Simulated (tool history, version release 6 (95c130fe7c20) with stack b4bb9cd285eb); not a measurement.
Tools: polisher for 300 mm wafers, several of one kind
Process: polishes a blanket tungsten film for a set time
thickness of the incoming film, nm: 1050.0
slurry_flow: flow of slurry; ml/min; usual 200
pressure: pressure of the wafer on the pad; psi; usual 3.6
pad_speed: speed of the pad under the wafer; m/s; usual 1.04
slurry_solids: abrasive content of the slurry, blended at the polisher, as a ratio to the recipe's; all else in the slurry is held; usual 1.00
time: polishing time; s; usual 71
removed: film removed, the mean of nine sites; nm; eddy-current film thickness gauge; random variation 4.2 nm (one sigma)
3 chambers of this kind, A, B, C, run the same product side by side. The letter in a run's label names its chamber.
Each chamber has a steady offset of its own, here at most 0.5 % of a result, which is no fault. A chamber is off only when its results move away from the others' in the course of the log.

run   hour  slurry_flow  pressure  pad_speed  slurry_solids  time  wafers polished on this pad  hours since the slurry nozzle was cleaned  hours since the head pressure was calibrated  hours since the slurry blender was calibrated  hours since the slurry got fresh peroxide  removed
       2.0  -- chamber C: slurry blender recalibrated
 1B   11.3          200       3.6       1.04           1.00    71                          106                                       78.0                                         392.5                                          190.3                                       22.7   311.04
      14.5  -- chamber B: slurry blender recalibrated
 2C   27.5          200       3.6       1.04           1.00    71                         1464                                      266.7                                         332.3                                           25.6                                       69.1   307.74
      28.2  -- chamber C: worn pad replaced by a new one
      37.3  -- chamber A: slurry blender recalibrated
 3A   43.6          200       3.6       1.04           1.00    71                          762                                      156.6                                         385.1                                            6.3                                       63.4   300.77
      57.8  -- chamber B: slurry tank refilled with fresh slurry and peroxide
 4B   58.5          200       3.6       1.04           1.00    71                          440                                      125.2                                         439.7                                           44.1                                        0.8   307.47
 5A   65.6          200       3.6       1.04           1.00    71                          917                                      178.6                                         407.1                                           28.3                                       85.4   309.20
      65.7  -- chamber C: slurry tank refilled with fresh slurry and peroxide
 6C   74.9          200       3.6       1.04           1.00    71                          330                                      314.1                                         379.7                                           73.0                                        9.2   306.57
 7C   89.9          200       3.6       1.04           1.00    71                          436                                      329.1                                         394.7                                           88.0                                       24.2   301.99
      95.9  -- chamber C: slurry nozzle cleaned
 8B   97.6          200       3.6       1.04           1.00    71                          716                                      164.3                                         478.8                                           83.2                                       39.9   302.16
 9A  104.5          200       3.6       1.04           1.00    71                         1192                                      217.5                                         446.0                                           67.2                                      124.3   299.98
10C  119.8          200       3.6       1.04           1.00    71                          647                                       24.0                                         424.6                                          117.9                                       54.1   304.99
     126.2  -- chamber B: slurry tank refilled with fresh slurry and peroxide
11A  133.6          200       3.6       1.04           1.00    71                         1397                                      246.6                                         475.1                                           96.3                                      153.4   300.92
     139.0  -- chamber A: worn pad replaced by a new one
12B  144.1          200       3.6       1.32           1.00    71                         1044                                      210.8                                         525.3                                          129.7                                       18.0   382.70
13C  151.6          200       3.6       1.32           1.00    71                          871                                       55.8                                         456.4                                          149.7                                       85.9   398.63
14B  159.5          200       3.6       1.32           1.00    71                         1153                                      226.2                                         540.7                                          145.1                                       33.4   380.08
     166.6  -- chamber B: worn pad replaced by a new one
     167.9  -- chamber C: slurry tank refilled with fresh slurry and peroxide
15A  171.2          200       3.6       1.04           1.00    71                          227                                      284.2                                         512.7                                          133.9                                      191.0   288.11
     174.5  -- chamber A: slurry blender recalibrated
16A  183.7          200       3.6       1.04           1.00    71                          316                                      296.7                                         525.2                                            9.2                                      203.5   295.18
17B  199.3          200       3.6       1.04           1.00    71                          231                                      266.0                                         580.5                                          184.9                                       73.2   303.58
     200.6  -- chamber B: slurry tank refilled with fresh slurry and peroxide
18C  209.7          200       3.6       1.04           1.00    71                         1282                                      113.9                                         514.5                                          207.8                                       41.9   314.96
19A  217.2          200       3.6       1.04           1.00    71                          552                                      330.2                                         558.7                                           42.7                                      237.0   291.98
     223.8  -- chamber B: slurry blender recalibrated
20B  230.8          260       3.6       1.04           1.15    71                          453                                      297.5                                         612.0                                            7.1                                       30.3   328.41
     236.0  -- chamber C: worn pad replaced by a new one
21C  238.2          260       3.6       1.04           1.15    71                           15                                      142.4                                         543.0                                          236.3                                       70.4   327.05
22C  252.2          260       3.6       1.04           1.15    71                          114                                      156.4                                         557.0                                          250.3                                       84.4   329.54
     256.4  -- chamber C: slurry tank refilled with fresh slurry and peroxide
     264.0  -- chamber B: head pressure recalibrated
23B  265.9          200       3.6       1.04           1.00    71                          701                                      332.6                                           2.0                                           42.2                                       65.4   298.92
     272.6  -- chamber B: slurry tank refilled with fresh slurry and peroxide
24A  273.7          200       3.6       1.04           1.00    71                          951                                      386.7                                         615.2                                           99.2                                      293.5   271.75
     281.5  -- chamber C: head pressure recalibrated
25C  283.2          200       3.6       1.04           1.00    71                          333                                      187.4                                           1.7                                          281.3                                       26.9   305.60
26B  294.5          200       3.6       1.04           0.80    71                          903                                      361.2                                          30.6                                           70.8                                       21.9   296.35

Is one chamber off against the others, does the gauge drift, or is nothing wrong? If a chamber is off, say which, and what the likeliest cause is.

Chamber A drifts away from the others.
Cause: peroxide lost from the slurry, % = 28.7.
The log may not tell that from: head's pressure below its setpoint, %.

Here are 4 candidates for chamber A's next run, each the usual settings with a change, their results left as question marks. Which one brings its results back in line with what the others give on the usual settings?
In line means no further than this from the other chambers' mean on the usual settings: removed 15.00 nm
27A-1  306.1          195       3.6       0.90           1.00    71                                                                                                                                                                                                                        ?
27A-2  306.1          205       4.0       1.16           1.00    71                                                                                                                                                                                                                        ?
27A-3  306.1          200       3.6       1.18           1.00    71                                                                                                                                                                                                                        ?
27A-4  306.1          200       3.3       0.96           1.00    66                                                                                                                                                                                                                        ?

The other chambers' mean on the usual settings: removed 305.66 nm
  run  removed
27A-1   230.33
27A-2   331.50
27A-3   302.85
27A-4   210.30
27A-3 brings the chamber back in line.

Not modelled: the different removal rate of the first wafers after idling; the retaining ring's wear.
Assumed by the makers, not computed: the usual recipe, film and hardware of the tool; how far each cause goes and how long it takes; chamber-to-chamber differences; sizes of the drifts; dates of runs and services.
